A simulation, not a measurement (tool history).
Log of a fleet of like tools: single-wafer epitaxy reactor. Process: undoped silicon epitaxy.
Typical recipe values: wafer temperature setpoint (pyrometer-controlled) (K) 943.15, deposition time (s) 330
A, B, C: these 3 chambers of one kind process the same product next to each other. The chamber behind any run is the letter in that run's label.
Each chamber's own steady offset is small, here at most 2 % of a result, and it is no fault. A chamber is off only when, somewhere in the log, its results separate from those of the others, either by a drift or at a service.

run,hour,wafer temperature setpoint (pyrometer-controlled) (K),deposition time (s),"read-back reference wafer on the same gauge, thickness_nm",mean film thickness on the monitor wafer (nm)
1B,6.8,943.15,330,74.232,84.855
2C,12.8,943.15,330,74.244,85.668
3A,22.3,943.15,330,74.23,83.914
4B,28.1,943.15,330,74.132,84.776
5A,34.5,943.15,330,74.266,83.373
6C,41.3,943.15,330,74.186,85.988
7B,51.4,943.15,330,74.249,85.105
8C,61.5,932.15,330,74.192,68.826
9A,66.6,932.15,330,74.181,66.222
10A,74.1,932.15,330,74.234,66.653
11B,82,943.15,330,74.203,86.152
12C,89.6,943.15,330,74.204,88.066
13A,96,943.15,330,74.272,83.525
14B,105.1,943.15,330,74.228,85.85
15C,113.4,943.15,330,74.158,88.796
16B,119.9,943.15,330,74.234,85.22
17C,128.7,943.15,330,74.182,89.417
18A,136.7,938.15,330,74.174,75.11
19C,141.1,938.15,330,74.084,80.439
20A,149.8,938.15,330,74.111,75.494
21B,156.8,943.15,361,74.302,93.473
22B,166.5,943.15,361,74.185,92.567
23A,171.8,943.15,361,74.218,91.523
24C,177.3,943.15,330,74.281,90.948
25A,182.8,943.15,330,74.217,83.218

Is one chamber off against the others, does the gauge drift, or is nothing wrong? If a chamber is off, say which, and what the likeliest cause is.

It is chamber C that slowly wanders off from its peers.
Most likely cause: wafer temperature above the value expected at the setpoint (K) = 3.28.

Here are 4 candidates for chamber C's next run, each the usual settings with a change, their results left as question marks. Which one brings its results back in line with what the others give on the usual settings?
A result is in line if it is within this distance of the other chambers' mean on the usual settings: mean film thickness on the monitor wafer (nm) 1.4
26C-1,190.1,939.15,330,,?
26C-2,190.1,946.15,338,,?
26C-3,190.1,938.15,315,,?
26C-4,190.1,948.15,345,,?

What the other chambers average on the usual settings: mean film thickness on the monitor wafer (nm) 84.539
run,mean film thickness on the monitor wafer (nm)
26C-1,84.304
26C-2,99.845
26C-3,78.806
26C-4,106.19
26C-1 brings the chamber back in line.
